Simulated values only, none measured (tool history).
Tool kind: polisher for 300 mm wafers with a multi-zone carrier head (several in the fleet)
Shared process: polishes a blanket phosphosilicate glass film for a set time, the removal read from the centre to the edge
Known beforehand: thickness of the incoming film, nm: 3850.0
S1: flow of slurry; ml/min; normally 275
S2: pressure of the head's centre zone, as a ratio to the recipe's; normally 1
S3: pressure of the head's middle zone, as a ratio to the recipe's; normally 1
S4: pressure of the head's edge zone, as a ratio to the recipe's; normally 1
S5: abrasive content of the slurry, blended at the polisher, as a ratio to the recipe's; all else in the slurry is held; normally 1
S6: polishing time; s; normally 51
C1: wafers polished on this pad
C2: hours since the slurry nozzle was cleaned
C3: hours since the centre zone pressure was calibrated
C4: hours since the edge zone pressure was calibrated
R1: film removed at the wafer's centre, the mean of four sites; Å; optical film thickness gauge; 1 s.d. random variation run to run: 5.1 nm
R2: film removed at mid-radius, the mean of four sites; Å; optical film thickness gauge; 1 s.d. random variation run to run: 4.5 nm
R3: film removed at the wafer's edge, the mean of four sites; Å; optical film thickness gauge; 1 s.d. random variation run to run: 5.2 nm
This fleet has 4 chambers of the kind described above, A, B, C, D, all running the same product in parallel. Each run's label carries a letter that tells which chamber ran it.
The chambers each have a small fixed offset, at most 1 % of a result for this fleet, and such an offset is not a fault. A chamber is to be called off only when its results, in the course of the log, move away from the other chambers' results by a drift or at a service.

run 1B hour=9.1 | S1=275 S2=1 S3=1 S4=1 S5=1 S6=51 | C1=585 C2=545 C3=113.8 C4=769.3 | R1=3607.9 R2=3604.3 R3=3497.4
-- hour=15 chamber A: worn pad replaced by a new one
run 2D hour=17.2 | S1=275 S2=1 S3=1 S4=1 S5=1 S6=51 | C1=308 C2=250.8 C3=479.6 C4=66.8 | R1=3500.7 R2=3528.5 R3=3566.7
run 3C hour=26.7 | S1=275 S2=1 S3=1 S4=1 S5=1 S6=51 | C1=464 C2=131.2 C3=639.1 C4=222.6 | R1=3584.1 R2=3572.2 R3=3549.6
-- hour=27.2 chamber B: worn pad replaced by a new one
-- hour=29.5 chamber B: slurry nozzle cleaned
run 4A hour=33.8 | S1=275 S2=1 S3=1 S4=1 S5=1 S6=51 | C1=248 C2=220.4 C3=110.7 C4=123.2 | R1=3518.4 R2=3564.7 R3=3623
run 5A hour=45.2 | S1=275 S2=1 S3=1 S4=1 S5=1 S6=51 | C1=398 C2=231.8 C3=122.1 C4=134.6 | R1=3589.9 R2=3593 R3=3647.9
-- hour=48.7 chamber D: worn pad replaced by a new one
run 6B hour=56 | S1=275 S2=1 S3=1 S4=1 S5=1 S6=51 | C1=379 C2=26.6 C3=160.7 C4=816.2 | R1=3696 R2=3574.5 R3=3498.8
-- hour=59.6 chamber C: worn pad replaced by a new one
run 7C hour=61.8 | S1=275 S2=1 S3=1 S4=1 S5=1 S6=51 | C1=29 C2=166.3 C3=674.2 C4=257.7 | R1=3636.3 R2=3500.5 R3=3607
run 8D hour=72 | S1=275 S2=0.89 S3=1 S4=1.05 S5=1 S6=51 | C1=306 C2=305.6 C3=534.4 C4=121.6 | R1=3097.5 R2=3531.8 R3=3692
run 9B hour=79.6 | S1=275 S2=0.89 S3=1 S4=1.05 S5=1 S6=51 | C1=689 C2=50.2 C3=184.3 C4=839.8 | R1=3273.3 R2=3619.4 R3=3644.1
-- hour=80.6 chamber A: worn pad replaced by a new one
run 10A hour=90.5 | S1=275 S2=0.89 S3=1 S4=1.05 S5=1 S6=51 | C1=130 C2=277.1 C3=167.4 C4=179.9 | R1=3098.2 R2=3582.9 R3=3672
run 11C hour=100.5 | S1=275 S2=0.89 S3=1 S4=1.05 S5=1 S6=51 | C1=538 C2=205 C3=712.9 C4=296.4 | R1=3167 R2=3582.7 R3=3632.3
-- hour=101 chamber B: worn pad replaced by a new one
run 12D hour=108 | S1=275 S2=1 S3=1.04 S4=1 S5=1 S6=51 | C1=780 C2=341.6 C3=570.4 C4=157.6 | R1=3508.4 R2=3672.7 R3=3615
run 13A hour=114.5 | S1=275 S2=1 S3=1.04 S4=1 S5=1 S6=51 | C1=446 C2=301.1 C3=191.4 C4=203.9 | R1=3479.1 R2=3617.4 R3=3606.3
-- hour=116.1 chamber D: worn pad replaced by a new one
run 14B hour=120 | S1=275 S2=1 S3=1.04 S4=1 S5=1 S6=51 | C1=250 C2=90.6 C3=224.7 C4=880.2 | R1=3665.5 R2=3683.5 R3=3584.4
-- hour=127 chamber C: worn pad replaced by a new one
run 15D hour=127.2 | S1=275 S2=1 S3=1.04 S4=1 S5=1 S6=51 | C1=146 C2=360.8 C3=589.6 C4=176.8 | R1=3560.5 R2=3624.8 R3=3499.4
-- hour=129.3 chamber A: slurry nozzle cleaned
run 16C hour=135.1 | S1=275 S2=1 S3=1 S4=1 S5=1 S6=51 | C1=107 C2=239.6 C3=747.5 C4=331 | R1=3499.6 R2=3521.5 R3=3557
run 17A hour=144.8 | S1=275 S2=1 S3=1 S4=1 S5=1 S6=51 | C1=845 C2=15.5 C3=221.7 C4=234.2 | R1=3644.9 R2=3632.5 R3=3606.1
-- hour=149.2 chamber A: worn pad replaced by a new one
run 18D hour=151.2 | S1=275 S2=1 S3=1 S4=0.89 S5=1 S6=51 | C1=462 C2=384.8 C3=613.6 C4=200.8 | R1=3538.8 R2=3517.8 R3=3354
run 19B hour=158.1 | S1=275 S2=1 S3=1 S4=0.89 S5=1 S6=51 | C1=752 C2=128.7 C3=262.8 C4=918.3 | R1=3630.6 R2=3551.4 R3=3303.1
-- hour=166.5 chamber B: worn pad replaced by a new one
run 20C hour=168.6 | S1=275 S2=1 S3=1 S4=0.89 S5=1 S6=51 | C1=548 C2=273.1 C3=781 C4=364.5 | R1=3582.8 R2=3635.4 R3=3385.7
-- hour=176.6 chamber D: worn pad replaced by a new one
run 21B hour=179.5 | S1=275 S2=1 S3=1 S4=0.89 S5=1 S6=51 | C1=171 C2=150.1 C3=284.2 C4=939.7 | R1=3715 R2=3523.5 R3=3406.6
-- hour=181.3 chamber C: worn pad replaced by a new one
run 22C hour=188.9 | S1=275 S2=1 S3=1 S4=1 S5=1 S6=51 | C1=100 C2=293.4 C3=801.3 C4=384.8 | R1=3540.7 R2=3614.8 R3=3644.4
run 23D hour=199.2 | S1=275 S2=1 S3=1.1 S4=1 S5=1.2 S6=51 | C1=298 C2=432.8 C3=661.6 C4=248.8 | R1=3803.8 R2=4174.4 R3=3760.6
-- hour=205.8 chamber A: worn pad replaced by a new one
run 24A hour=210.1 | S1=275 S2=1 S3=1.1 S4=1 S5=1.2 S6=51 | C1=57 C2=80.8 C3=287 C4=299.5 | R1=3839.9 R2=4293.4 R3=3898
-- hour=216.4 chamber A: centre zone pressure recalibrated
run 25D hour=217 | S1=275 S2=1 S3=1.1 S4=1 S5=1.2 S6=51 | C1=532 C2=450.6 C3=679.4 C4=266.6 | R1=3800.2 R2=4214.9 R3=3748.6
-- hour=217.9 chamber C: slurry nozzle cleaned
run 26B hour=224.6 | S1=275 S2=1 S3=1.1 S4=1 S5=1.2 S6=51 | C1=765 C2=195.2 C3=329.3 C4=984.8 | R1=4072 R2=4189.8 R3=3773.8
-- hour=234.2 chamber C: worn pad replaced by a new one
-- hour=234.2 chamber D: worn pad replaced by a new one
run 27C hour=235.1 | S1=275 S2=1 S3=1 S4=1 S5=1 S6=51 | C1=12 C2=17.3 C3=847.5 C4=431 | R1=3566.6 R2=3557.2 R3=3695.9
run 28A hour=241 | S1=275 S2=1 S3=1 S4=1 S5=1 S6=51 | C1=464 C2=111.7 C3=24.6 C4=330.4 | R1=3528 R2=3594.6 R3=3533.9
-- hour=244.9 chamber B: worn pad replaced by a new one
run 29A hour=246.1 | S1=275 S2=1 S3=1 S4=1 S5=1 S6=51 | C1=531 C2=116.8 C3=29.7 C4=335.5 | R1=3527 R2=3608.5 R3=3614.1
run 30B hour=252.9 | S1=275 S2=1 S3=1 S4=1 S5=1 S6=51 | C1=106 C2=223.5 C3=357.6 C4=1013.1 | R1=3783.4 R2=3662.9 R3=3578.4
run 31C hour=262 | S1=335 S2=1 S3=0.94 S4=1 S5=1 S6=51 | C1=366 C2=44.2 C3=874.4 C4=457.9 | R1=3783.2 R2=3403.6 R3=3665.8
-- hour=266.4 chamber A: worn pad replaced by a new one
run 32D hour=270.4 | S1=335 S2=1 S3=0.94 S4=1 S5=1 S6=51 | C1=477 C2=504 C3=732.8 C4=320 | R1=3612.1 R2=3465 R3=3675.9
run 33D hour=281.4 | S1=335 S2=1 S3=0.94 S4=1 S5=1 S6=51 | C1=621 C2=515 C3=743.8 C4=331 | R1=3606.2 R2=3364.3 R3=3567.4
run 34A hour=288.8 | S1=335 S2=1 S3=0.94 S4=1 S5=1 S6=51 | C1=294 C2=159.5 C3=72.4 C4=378.2 | R1=3664.2 R2=3506.2 R3=3620.1
run 35B hour=296.6 | S1=320 S2=1 S3=1.06 S4=1 S5=1 S6=51 | C1=681 C2=267.2 C3=401.3 C4=1056.8 | R1=3927.9 R2=3818.3 R3=3531.6
-- hour=300.7 chamber C: worn pad replaced by a new one
run 36C hour=301.8 | S1=320 S2=1 S3=1.06 S4=1 S5=1 S6=51 | C1=15 C2=84 C3=914.2 C4=497.7 | R1=3678.7 R2=3847 R3=3612.4

Does one chamber stand apart from the rest, does the shared gauge drift, or is all well apart from small per-chamber offsets? Give the chamber and the most likely cause, where there is one.

It is chamber B that slowly wanders off from its peers.
What lies behind it: centre zone's pressure above its setpoint, % = 7.53.

Which of the 4 candidates below, each the usual settings with something changed and its results left as question marks, puts chamber B back in line with what the other chambers give on the usual settings?
In-line tolerance around the mean of the other chambers on the usual settings: R1 180 Å; R2 160 Å; R3 180 Å
run 37B-1 hour=310 | S1=270 S2=0.93 S3=1 S4=1.03 S5=1 S6=51 | R1=? R2=? R3=?
run 37B-2 hour=310 | S1=265 S2=0.86 S3=1.01 S4=1.06 S5=1 S6=50 | R1=? R2=? R3=?
run 37B-3 hour=310 | S1=285 S2=1.14 S3=0.99 S4=0.94 S5=1 S6=52 | R1=? R2=? R3=?
run 37B-4 hour=310 | S1=280 S2=1.07 S3=1 S4=0.97 S5=1 S6=51 | R1=? R2=? R3=?

On the usual settings, the other chambers give on average: R1 3555 Å; R2 3562.1 Å; R3 3577.1 Å
run=37B-1 R1=3572.9 R2=3596 R3=3604.7
run=37B-2 R1=3202 R2=3551.4 R3=3582.1
run=37B-3 R1=4588.4 R2=3650.7 R3=3521.7
run=37B-4 R1=4190.3 R2=3607.8 R3=3504.3
37B-1 puts the chamber back in line with the other chambers.

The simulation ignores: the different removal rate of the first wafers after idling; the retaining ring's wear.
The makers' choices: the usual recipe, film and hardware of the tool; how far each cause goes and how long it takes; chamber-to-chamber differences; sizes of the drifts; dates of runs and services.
